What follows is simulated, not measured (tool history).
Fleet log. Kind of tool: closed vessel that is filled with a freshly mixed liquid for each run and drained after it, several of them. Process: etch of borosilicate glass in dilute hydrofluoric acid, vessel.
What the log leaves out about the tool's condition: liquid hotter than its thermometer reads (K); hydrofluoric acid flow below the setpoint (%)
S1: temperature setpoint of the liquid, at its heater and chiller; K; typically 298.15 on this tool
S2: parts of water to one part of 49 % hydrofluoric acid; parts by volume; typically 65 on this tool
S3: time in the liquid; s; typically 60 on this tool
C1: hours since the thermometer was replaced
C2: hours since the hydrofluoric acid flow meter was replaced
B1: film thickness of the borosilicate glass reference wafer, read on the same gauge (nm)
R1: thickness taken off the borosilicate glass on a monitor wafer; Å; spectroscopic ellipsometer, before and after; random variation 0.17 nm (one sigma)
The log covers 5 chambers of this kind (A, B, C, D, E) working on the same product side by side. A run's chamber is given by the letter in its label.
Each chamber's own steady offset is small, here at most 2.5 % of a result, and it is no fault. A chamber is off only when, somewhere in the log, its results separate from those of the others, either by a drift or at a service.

{"run": "1D", "hour": 7.1, "S1": 298.15, "S2": 65, "S3": 60, "C1": 129.5, "C2": 249.1, "B1": 70.029, "R1": 409.5}
{"run": "2A", "hour": 14.6, "S1": 298.15, "S2": 65, "S3": 60, "C1": 1055.5, "C2": 732.0, "B1": 69.998, "R1": 399.6}
{"hour": 24.2, "done": "chamber C: thermometer replaced"}
{"run": "3C", "hour": 28.9, "S1": 298.15, "S2": 65, "S3": 60, "C1": 4.8, "C2": 1334.0, "B1": 70.019, "R1": 410.64}
{"run": "4B", "hour": 44.3, "S1": 298.15, "S2": 65, "S3": 60, "C1": 1444.5, "C2": 1249.5, "B1": 69.991, "R1": 414.21}
{"hour": 57.0, "done": "chamber A: hydrofluoric acid flow meter replaced"}
{"run": "5E", "hour": 58.8, "S1": 298.15, "S2": 65, "S3": 60, "C1": 2026.3, "C2": 1780.5, "B1": 69.996, "R1": 408.34}
{"run": "6C", "hour": 68.1, "S1": 298.15, "S2": 65, "S3": 60, "C1": 44.0, "C2": 1373.2, "B1": 70.006, "R1": 410.71}
{"run": "7A", "hour": 82.2, "S1": 298.15, "S2": 65, "S3": 60, "C1": 1123.1, "C2": 25.2, "B1": 70.003, "R1": 400.73}
{"run": "8E", "hour": 95.2, "S1": 298.15, "S2": 65, "S3": 60, "C1": 2062.7, "C2": 1816.9, "B1": 69.98, "R1": 408.26}
{"run": "9D", "hour": 109.6, "S1": 298.15, "S2": 65, "S3": 60, "C1": 232.0, "C2": 351.6, "B1": 70.008, "R1": 412.48}
{"hour": 110.6, "done": "chamber C: hydrofluoric acid flow meter replaced"}
{"run": "10B", "hour": 118.6, "S1": 298.15, "S2": 65, "S3": 60, "C1": 1518.8, "C2": 1323.8, "B1": 69.999, "R1": 411.16}
{"run": "11E", "hour": 128.8, "S1": 298.15, "S2": 65, "S3": 60, "C1": 2096.3, "C2": 1850.5, "B1": 70.017, "R1": 412.34}
{"run": "12C", "hour": 137.0, "S1": 298.15, "S2": 65, "S3": 60, "C1": 112.9, "C2": 26.5, "B1": 70.01, "R1": 409.5}
{"run": "13B", "hour": 148.3, "S1": 298.15, "S2": 65, "S3": 60, "C1": 1548.5, "C2": 1353.5, "B1": 69.991, "R1": 417.06}
{"run": "14D", "hour": 159.6, "S1": 298.15, "S2": 65, "S3": 60, "C1": 282.0, "C2": 401.6, "B1": 69.99, "R1": 415.9}
{"run": "15A", "hour": 166.5, "S1": 298.15, "S2": 65, "S3": 60, "C1": 1207.4, "C2": 109.5, "B1": 69.999, "R1": 399.51}
{"run": "16A", "hour": 174.5, "S1": 298.15, "S2": 65, "S3": 60, "C1": 1215.4, "C2": 117.5, "B1": 70.004, "R1": 399.71}
{"run": "17E", "hour": 181.7, "S1": 298.15, "S2": 65, "S3": 60, "C1": 2149.2, "C2": 1903.4, "B1": 69.987, "R1": 408.5}
{"run": "18B", "hour": 190.7, "S1": 298.15, "S2": 65, "S3": 60, "C1": 1590.9, "C2": 1395.9, "B1": 70.007, "R1": 413.95}
{"run": "19C", "hour": 201.2, "S1": 298.15, "S2": 65, "S3": 60, "C1": 177.1, "C2": 90.7, "B1": 69.989, "R1": 406.02}
{"run": "20D", "hour": 216.2, "S1": 298.15, "S2": 65, "S3": 60, "C1": 338.6, "C2": 458.2, "B1": 70.004, "R1": 422.12}
{"hour": 222.0, "done": "chamber E: hydrofluoric acid flow meter replaced"}
{"run": "21A", "hour": 224.3, "S1": 298.15, "S2": 65, "S3": 60, "C1": 1265.2, "C2": 167.3, "B1": 69.993, "R1": 403.25}
{"run": "22E", "hour": 234.2, "S1": 298.15, "S2": 65, "S3": 60, "C1": 2201.7, "C2": 12.3, "B1": 69.985, "R1": 408.8}
{"run": "23B", "hour": 246.0, "S1": 298.15, "S2": 65, "S3": 60, "C1": 1646.2, "C2": 1451.2, "B1": 69.994, "R1": 415.15}
{"run": "24C", "hour": 256.0, "S1": 301.15, "S2": 65, "S3": 40, "C1": 231.9, "C2": 145.5, "B1": 70.005, "R1": 307.89}
{"run": "25D", "hour": 263.2, "S1": 301.15, "S2": 65, "S3": 40, "C1": 385.6, "C2": 505.2, "B1": 69.998, "R1": 320.27}
{"run": "26E", "hour": 276.7, "S1": 301.15, "S2": 65, "S3": 40, "C1": 2244.2, "C2": 54.8, "B1": 69.998, "R1": 307.36}
{"run": "27C", "hour": 285.0, "S1": 301.15, "S2": 65, "S3": 40, "C1": 260.9, "C2": 174.5, "B1": 69.995, "R1": 308.62}
{"run": "28B", "hour": 294.8, "S1": 301.15, "S2": 65, "S3": 40, "C1": 1695.0, "C2": 1500.0, "B1": 70.006, "R1": 311.06}
{"run": "29A", "hour": 305.9, "S1": 298.15, "S2": 65, "S3": 60, "C1": 1346.8, "C2": 248.9, "B1": 69.985, "R1": 401.59}
{"run": "30D", "hour": 320.4, "S1": 298.15, "S2": 65, "S3": 60, "C1": 442.8, "C2": 562.4, "B1": 69.978, "R1": 431.12}

All 5 chambers run these settings next. Forecast each chamber's results:
{"run": "31A", "hour": 331.7, "S1": 298.15, "S2": 65, "S3": 40, "R1": "?"}
{"run": "31B", "hour": 331.7, "S1": 298.15, "S2": 65, "S3": 40, "R1": "?"}
{"run": "31C", "hour": 331.7, "S1": 298.15, "S2": 65, "S3": 40, "R1": "?"}
{"run": "31D", "hour": 331.7, "S1": 298.15, "S2": 65, "S3": 40, "R1": "?"}
{"run": "31E", "hour": 331.7, "S1": 298.15, "S2": 65, "S3": 40, "R1": "?"}

run=31A R1=267.47
run=31B R1=276.95
run=31C R1=272.53
run=31D R1=290.37
run=31E R1=273.64
